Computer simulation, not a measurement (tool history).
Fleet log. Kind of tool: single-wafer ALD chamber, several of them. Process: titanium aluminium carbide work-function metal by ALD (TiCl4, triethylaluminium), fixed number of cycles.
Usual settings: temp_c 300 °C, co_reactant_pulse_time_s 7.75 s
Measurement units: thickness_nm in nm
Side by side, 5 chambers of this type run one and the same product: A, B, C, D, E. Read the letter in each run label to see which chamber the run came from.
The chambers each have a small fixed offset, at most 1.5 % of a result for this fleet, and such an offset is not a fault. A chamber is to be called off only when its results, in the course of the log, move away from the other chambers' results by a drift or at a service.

| run | hour | temp_c | co_reactant_pulse_time_s | read-back reference wafer on the same gauge, thickness_nm | thickness_nm |
|---|---|---|---|---|---|
| 1B | 6.9 | 300 | 7.75 | 1.9802 | 1.918 |
| 2D | 19.6 | 300 | 7.75 | 1.9808 | 1.9253 |
| 3E | 30 | 300 | 7.75 | 1.9807 | 1.9005 |
| 4C | 42.9 | 300 | 7.75 | 1.981 | 1.9415 |
| 5A | 56.9 | 300 | 7.75 | 1.9813 | 1.9264 |
| 6E | 71.3 | 300 | 7.75 | 1.9814 | 1.8972 |
| 7C | 82 | 300 | 7.75 | 1.9821 | 1.9412 |
| 8A | 90.3 | 300 | 7.75 | 1.9819 | 1.9232 |
| 9B | 104.7 | 300 | 7.75 | 1.9831 | 1.9164 |
| 10D | 118.2 | 300 | 7.75 | 1.9823 | 1.9264 |
| 11D | 129.4 | 300 | 7.75 | 1.9827 | 1.9275 |
| 12A | 137.2 | 300 | 7.75 | 1.9833 | 1.9281 |
| 13C | 146.7 | 300 | 7.75 | 1.9836 | 1.9472 |
| 14E | 157.8 | 313 | 8.9 | 1.9835 | 2.0635 |
| 15B | 173 | 313 | 8.9 | 1.9832 | 2.0772 |
|  | 175.8 | chamber A: triethylaluminium bottle replaced |
| 16D | 182.6 | 313 | 8.9 | 1.9843 | 2.0861 |
| 17E | 196.2 | 313 | 8.9 | 1.9846 | 2.0627 |
| 18B | 206.3 | 313 | 8.9 | 1.9846 | 2.0763 |
| 19A | 216.1 | 300 | 7.75 | 1.9847 | 1.9288 |
| 20C | 231 | 300 | 7.75 | 1.9852 | 1.9451 |
| 21E | 240.6 | 300 | 7.75 | 1.9855 | 1.9046 |
| 22C | 254.8 | 300 | 7.75 | 1.9851 | 1.9466 |
| 23A | 265.7 | 300 | 7.75 | 1.9854 | 1.9295 |
| 24D | 273.4 | 300 | 7.75 | 1.9866 | 1.9292 |
| 25B | 286.3 | 300 | 7.75 | 1.9867 | 1.9246 |
| 26A | 296.9 | 300 | 7.75 | 1.9867 | 1.9245 |
| 27B | 307.1 | 300 | 7.75 | 1.9867 | 1.922 |
| 28C | 319.3 | 300 | 7.75 | 1.9871 | 1.9431 |
| 29D | 329.4 | 300 | 7.75 | 1.9874 | 1.9301 |
|  | 330 | chamber B: triethylaluminium bottle replaced |
| 30E | 343.6 | 300 | 7.75 | 1.9879 | 1.9067 |
| 31B | 353.8 | 300 | 7.75 | 1.9875 | 1.9218 |
| 32A | 365.9 | 300 | 7.75 | 1.9886 | 1.9313 |
| 33D | 372.6 | 300 | 7.75 | 1.9885 | 1.9284 |
| 34C | 380.7 | 300 | 7.75 | 1.9889 | 1.9486 |
| 35E | 392.4 | 286 | 6.53 | 1.9887 | 1.7198 |
| 36C | 403.6 | 286 | 6.53 | 1.9888 | 1.7636 |

Which is it: a chamber that has drifted or been left off by a service, a gauge drift common to all chambers, or only each chamber's usual small offset? If a chamber is off, name it and its likeliest cause.

Gauge drift. The chambers move together only on paper, and none stands off.
What lies behind it: gauge reads high (%) = 0.461.
